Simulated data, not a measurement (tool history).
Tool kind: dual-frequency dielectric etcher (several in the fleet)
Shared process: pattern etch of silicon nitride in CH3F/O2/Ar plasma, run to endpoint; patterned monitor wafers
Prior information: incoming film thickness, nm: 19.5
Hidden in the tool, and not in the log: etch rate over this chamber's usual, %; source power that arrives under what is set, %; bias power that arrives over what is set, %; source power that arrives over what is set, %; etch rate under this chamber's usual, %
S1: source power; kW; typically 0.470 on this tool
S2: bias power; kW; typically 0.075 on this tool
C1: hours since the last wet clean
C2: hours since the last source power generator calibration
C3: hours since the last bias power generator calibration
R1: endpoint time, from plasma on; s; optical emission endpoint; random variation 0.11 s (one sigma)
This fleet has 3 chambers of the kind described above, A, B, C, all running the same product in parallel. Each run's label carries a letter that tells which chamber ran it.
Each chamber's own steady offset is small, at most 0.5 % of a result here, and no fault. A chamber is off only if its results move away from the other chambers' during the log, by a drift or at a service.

run,hour,S1,S2,C1,C2,C3,R1
1B,6.5,0.470,0.075,594.9,1532.7,1090.5,26.010
2A,12.7,0.470,0.075,284.8,2461.6,3800.8,26.263
3C,20.7,0.470,0.075,201.8,904.8,3124.2,26.124
4A,29.3,0.470,0.075,301.4,2478.2,3817.4,26.037
5B,40.9,0.470,0.075,629.3,1567.1,1124.9,26.173
6C,50.0,0.470,0.075,231.1,934.1,3153.5,26.375
# hour 53.0: chamber B: wet clean of the chamber
7C,61.0,0.470,0.075,242.1,945.1,3164.5,26.196
8B,68.2,0.470,0.075,15.3,1594.4,1152.2,26.036
9A,78.3,0.470,0.075,350.4,2527.2,3866.4,26.205
10C,87.3,0.470,0.075,268.4,971.4,3190.8,26.523
11A,93.9,0.530,0.067,366.0,2542.8,3882.0,25.949
12B,102.3,0.530,0.067,49.4,1628.5,1186.3,25.832
13A,109.6,0.530,0.067,381.7,2558.5,3897.7,26.035
14B,116.1,0.470,0.075,63.2,1642.3,1200.1,26.169
15C,125.0,0.470,0.075,306.1,1009.1,3228.5,26.510
16A,132.8,0.470,0.075,404.9,2581.7,3920.9,25.980
17B,141.6,0.470,0.075,88.7,1667.8,1225.6,26.074
18C,147.4,0.470,0.075,328.5,1031.5,3250.9,26.541
# hour 149.1: chamber A: wet clean of the chamber
19B,156.2,0.400,0.081,103.3,1682.4,1240.2,27.076
20A,168.0,0.400,0.081,18.9,2616.9,3956.1,26.976
21C,175.0,0.400,0.081,356.1,1059.1,3278.5,28.000
22C,187.9,0.470,0.075,369.0,1072.0,3291.4,26.879
23B,196.6,0.400,0.092,143.7,1722.8,1280.6,25.799
24A,202.8,0.400,0.092,53.7,2651.7,3990.9,25.898
25A,208.9,0.400,0.092,59.8,2657.8,3997.0,25.937

One chamber off, gauge drift, or nothing amiss beyond the chambers' own small offsets? If it is a chamber, which one, and what is the likeliest cause?

Little by little, chamber C moves away from the other chambers.
Likeliest cause: etch rate under this chamber's usual, % = 3.73.

Which of the 4 candidates below, each the usual settings with something changed and its results left as question marks, puts chamber C back in line with what the other chambers give on the usual settings?
In-line tolerance around the mean of the other chambers on the usual settings: R1 0.380 s
26C-1,218.4,0.520,0.082,,,,?
26C-2,218.4,0.470,0.061,,,,?
26C-3,218.4,0.520,0.075,,,,?
26C-4,218.4,0.420,0.075,,,,?

Usual-settings mean across the other chambers: R1 26.109 s
run,R1
26C-1,25.376
26C-2,29.162
26C-3,26.167
26C-4,28.413
It is 26C-3 that realigns the chamber with its peers.
